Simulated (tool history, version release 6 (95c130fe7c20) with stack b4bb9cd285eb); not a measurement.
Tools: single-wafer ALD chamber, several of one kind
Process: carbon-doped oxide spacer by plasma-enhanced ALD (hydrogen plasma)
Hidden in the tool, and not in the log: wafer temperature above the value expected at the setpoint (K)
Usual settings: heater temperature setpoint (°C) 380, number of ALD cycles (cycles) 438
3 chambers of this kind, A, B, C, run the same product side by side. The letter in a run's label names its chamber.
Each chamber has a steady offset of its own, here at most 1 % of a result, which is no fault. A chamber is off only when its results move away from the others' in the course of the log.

run   hour  heater temperature setpoint (°C)  number of ALD cycles (cycles)  hours since the last thermocouple change  read-back reference wafer on the same gauge, thickness_nm  mean film thickness on the monitor wafer (Å)
 1B    4.9                               380                            438                                    1054.9                                                     21.589                                        218.21
 2C   11.6                               380                            438                                     470.7                                                     21.599                                        220.74
 3A   18.1                               380                            438                                     192.0                                                     21.600                                        218.90
 4A   22.3                               380                            438                                     196.2                                                     21.600                                        218.86
 5B   29.4                               380                            438                                    1079.4                                                     21.579                                        218.73
 6C   36.0                               380                            438                                     495.1                                                     21.582                                        220.35
 7A   42.8                               380                            438                                     216.7                                                     21.576                                        219.33
 8C   47.7                               380                            438                                     506.8                                                     21.574                                        220.06
 9B   54.7                               380                            438                                    1104.7                                                     21.575                                        218.27
10B   61.7                               380                            438                                    1111.7                                                     21.572                                        218.24
11A   65.4                               380                            438                                     239.3                                                     21.572                                        218.74
12C   71.4                               380                            438                                     530.5                                                     21.559                                        220.26
13C   75.0                               380                            438                                     534.1                                                     21.564                                        219.78
14B   81.3                               380                            438                                    1131.3                                                     21.568                                        218.79
15A   85.6                               380                            438                                     259.5                                                     21.555                                        218.75
16A   93.0                               380                            438                                     266.9                                                     21.549                                        218.24
17C   99.8                               380                            438                                     558.9                                                     21.550                                        220.24
18B  104.1                               380                            438                                    1154.1                                                     21.553                                        218.23
19B  110.3                               380                            438                                    1160.3                                                     21.547                                        218.17
20C  116.4                               380                            484                                     575.5                                                     21.540                                        243.70
21A  123.7                               380                            484                                     297.6                                                     21.532                                        241.35
22C  130.2                               380                            484                                     589.3                                                     21.542                                        243.47
23B  133.7                               380                            438                                    1183.7                                                     21.536                                        217.79
24A  138.6                               380                            438                                     312.5                                                     21.536                                        218.52
25B  142.3                               380                            438                                    1192.3                                                     21.533                                        217.44
26A  145.6                               380                            438                                     319.5                                                     21.523                                        218.64
27C  149.3                               380                            438                                     608.4                                                     21.526                                        219.93
28C  152.8                               380                            438                                     611.9                                                     21.527                                        220.40
29B  159.3                               380                            438                                    1209.3                                                     21.524                                        217.96
30A  163.6                               380                            438                                     337.5                                                     21.521                                        218.17
31C  169.7                               380                            438                                     628.8                                                     21.513                                        219.98
32A  175.3                               380                            438                                     349.2                                                     21.516                                        218.07
33B  182.0                               380                            438                                    1232.0                                                     21.508                                        217.60
34C  187.2                               380                            438                                     646.3                                                     21.512                                        220.25
35B  194.2                               380                            438                                    1244.2                                                     21.506                                        217.38
36A  197.5                               387                            498                                     371.4                                                     21.498                                        248.08
37C  201.3                               387                            498                                     660.4                                                     21.500                                        249.92
38B  208.5                               387                            498                                    1258.5                                                     21.497                                        247.26
39A  213.7                               380                            438                                     387.6                                                     21.491                                        218.23
40B  217.6                               380                            438                                    1267.6                                                     21.489                                        217.67
41C  221.2                               380                            438                                     680.3                                                     21.488                                        219.48
42A  227.1                               380                            438                                     401.0                                                     21.486                                        217.73
43C  231.1                               380                            438                                     690.2                                                     21.480                                        219.65

Is one chamber off against the others, does the gauge drift, or is nothing wrong? If a chamber is off, say which, and what the likeliest cause is.

The gauge drifts, so all chambers seem to drift together. No chamber is off.
Cause: gauge reads low (%) = 0.532.
